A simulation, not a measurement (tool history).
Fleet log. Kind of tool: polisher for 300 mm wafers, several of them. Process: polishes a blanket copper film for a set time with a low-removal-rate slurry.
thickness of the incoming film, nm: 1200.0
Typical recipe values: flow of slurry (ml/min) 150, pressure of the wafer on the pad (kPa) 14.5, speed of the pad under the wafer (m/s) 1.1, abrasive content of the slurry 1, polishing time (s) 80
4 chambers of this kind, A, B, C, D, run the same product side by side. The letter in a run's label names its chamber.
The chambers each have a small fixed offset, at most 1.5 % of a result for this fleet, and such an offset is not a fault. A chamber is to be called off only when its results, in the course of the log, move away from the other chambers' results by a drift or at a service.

run,hour,flow of slurry (ml/min),pressure of the wafer on the pad (kPa),speed of the pad under the wafer (m/s),abrasive content of the slurry,polishing time (s),wafers polished on this pad,hours since the slurry nozzle was cleaned,hours since the head pressure was calibrated,hours since the slurry blender was calibrated,film removed (nm)
1D,10.1,150,14.5,1.1,1,80,1170,234.6,101.4,152.8,167.27
# hour 13: chamber C: slurry blender recalibrated
2B,16.5,150,14.5,1.1,1,80,639,128,154.4,211.5,165.4
# hour 20.7: chamber B: worn pad replaced by a new one
3A,28.5,150,14.5,1.1,1,80,285,414.2,118.3,44.9,169.83
# hour 36.6: chamber C: worn pad replaced by a new one
4C,39.3,150,14.5,1.1,1,80,20,256.8,136.6,26.4,169.98
# hour 41.6: chamber D: worn pad replaced by a new one
5A,47.7,150,14.5,1.1,1,80,426,433.4,137.5,64.1,168.58
# hour 52: chamber D: slurry nozzle cleaned
6C,58.9,150,14.5,1.1,1,80,164,276.4,156.2,46,170.89
7B,66.7,150,14.5,1.1,1,80,337,178.2,204.6,261.7,167.05
8D,78.1,150,14.5,1.1,1,80,267,26.2,169.4,220.8,168.79
9D,89.1,150,14.5,1.1,1,80,348,37.2,180.4,231.8,168.56
10B,97.6,150,14.5,1.1,1,80,563,209.1,235.5,292.6,168.87
# hour 105: chamber A: worn pad replaced by a new one
11A,107.4,150,14.5,1.1,1,80,17,493.1,197.2,123.8,168.03
# hour 110.2: chamber B: worn pad replaced by a new one
12C,119.8,150,14.5,1.1,1,80,610,337.3,217.1,106.9,168.27
# hour 126.9: chamber C: worn pad replaced by a new one
13D,133,150,15.9,0.98,1,80,669,81.1,224.3,275.7,163.62
# hour 135.5: chamber C: slurry blender recalibrated
14C,142.6,150,15.9,0.98,1,80,115,360.1,239.9,7.1,165.11
# hour 152: chamber B: slurry blender recalibrated
15A,154,150,15.9,0.98,1,80,359,539.7,243.8,170.4,165.91
16B,160.2,150,15.9,0.98,1,80,366,271.7,298.1,8.2,166.25
17B,171.8,150,14.5,1.1,1,80,451,283.3,309.7,19.8,168.31
18A,184.5,150,14.5,1.1,1,80,582,570.2,274.3,200.9,166.56
# hour 186.3: chamber A: slurry blender recalibrated
19C,197.5,150,14.5,1.1,1,80,517,415,294.8,62,168.3
# hour 199: chamber B: worn pad replaced by a new one
# hour 203.4: chamber A: worn pad replaced by a new one
20D,207.2,150,14.5,1.1,1,80,1213,155.3,298.5,349.9,166.9
# hour 213: chamber C: worn pad replaced by a new one
21D,216.3,150,14.5,1.1,1,80,1280,164.4,307.6,359,168.4
22A,228.4,150,14.5,1.1,1,80,183,614.1,318.2,42.1,164.81
# hour 231.1: chamber D: worn pad replaced by a new one
23C,237.1,150,14.5,1.1,1,80,176,454.6,334.4,101.6,168.08
24B,247,150,14.5,1.1,1,80,351,358.5,384.9,95,164.83
25D,259.6,150,18.6,0.96,1,80,209,207.7,350.9,402.3,184.42
26C,268.7,150,18.6,0.96,1,80,408,486.2,366,133.2,190.91
# hour 272.1: chamber C: slurry blender recalibrated
27B,278.9,150,18.6,0.96,1,80,585,390.4,416.8,126.9,182.28
28A,288,150,18.6,0.96,1,80,620,673.7,377.8,101.7,191.19
# hour 293.3: chamber C: worn pad replaced by a new one
# hour 295.8: chamber B: worn pad replaced by a new one
29B,295.9,150,14.5,1.1,1,80,1,407.4,433.8,143.9,160.3
# hour 300.2: chamber D: slurry blender recalibrated
# hour 303.1: chamber D: slurry nozzle cleaned
30A,303.7,150,14.5,1.1,1,80,735,689.4,393.5,117.4,167.2
# hour 309.7: chamber A: worn pad replaced by a new one
# hour 311.8: chamber C: slurry nozzle cleaned
31C,313.7,150,14.5,1.1,1,80,149,2,411,41.7,168.81
32D,321.4,150,17.2,1.1,1,80,662,18.4,412.7,21.2,200.78
33A,331.9,150,17.2,1.1,1,80,163,717.6,421.7,145.6,202.01
34B,345.9,150,17.2,1.1,1,80,367,457.4,483.8,193.9,185.22
35C,354.1,150,17.2,1.1,1,80,445,42.4,451.4,82.1,198.59
36D,365.8,150,14.5,1.1,0.85,80,987,62.8,457.1,65.6,163.57
# hour 368.1: chamber A: slurry blender recalibrated
37C,372.4,150,14.5,1.1,0.85,80,579,60.7,469.7,100.4,162.3
# hour 378.7: chamber B: worn pad replaced by a new one
38A,383,150,14.5,1.1,0.85,80,537,768.7,472.8,15,162.29
39B,394,150,14.5,1.1,0.85,80,112,505.5,531.9,242,148.23
40D,402.3,150,14.5,1.1,1,80,1255,99.3,493.6,102.1,168.64

All chambers now run identical settings, listed one chamber a line with results as question marks. What results will each chamber show?
41A,412.3,150,14.5,1.34,1,80,,,,,?
41B,412.3,150,14.5,1.34,1,80,,,,,?
41C,412.3,150,14.5,1.34,1,80,,,,,?
41D,412.3,150,14.5,1.34,1,80,,,,,?

run,film removed (nm)
41A,200.64
41B,184.25
41C,208.04
41D,203.37
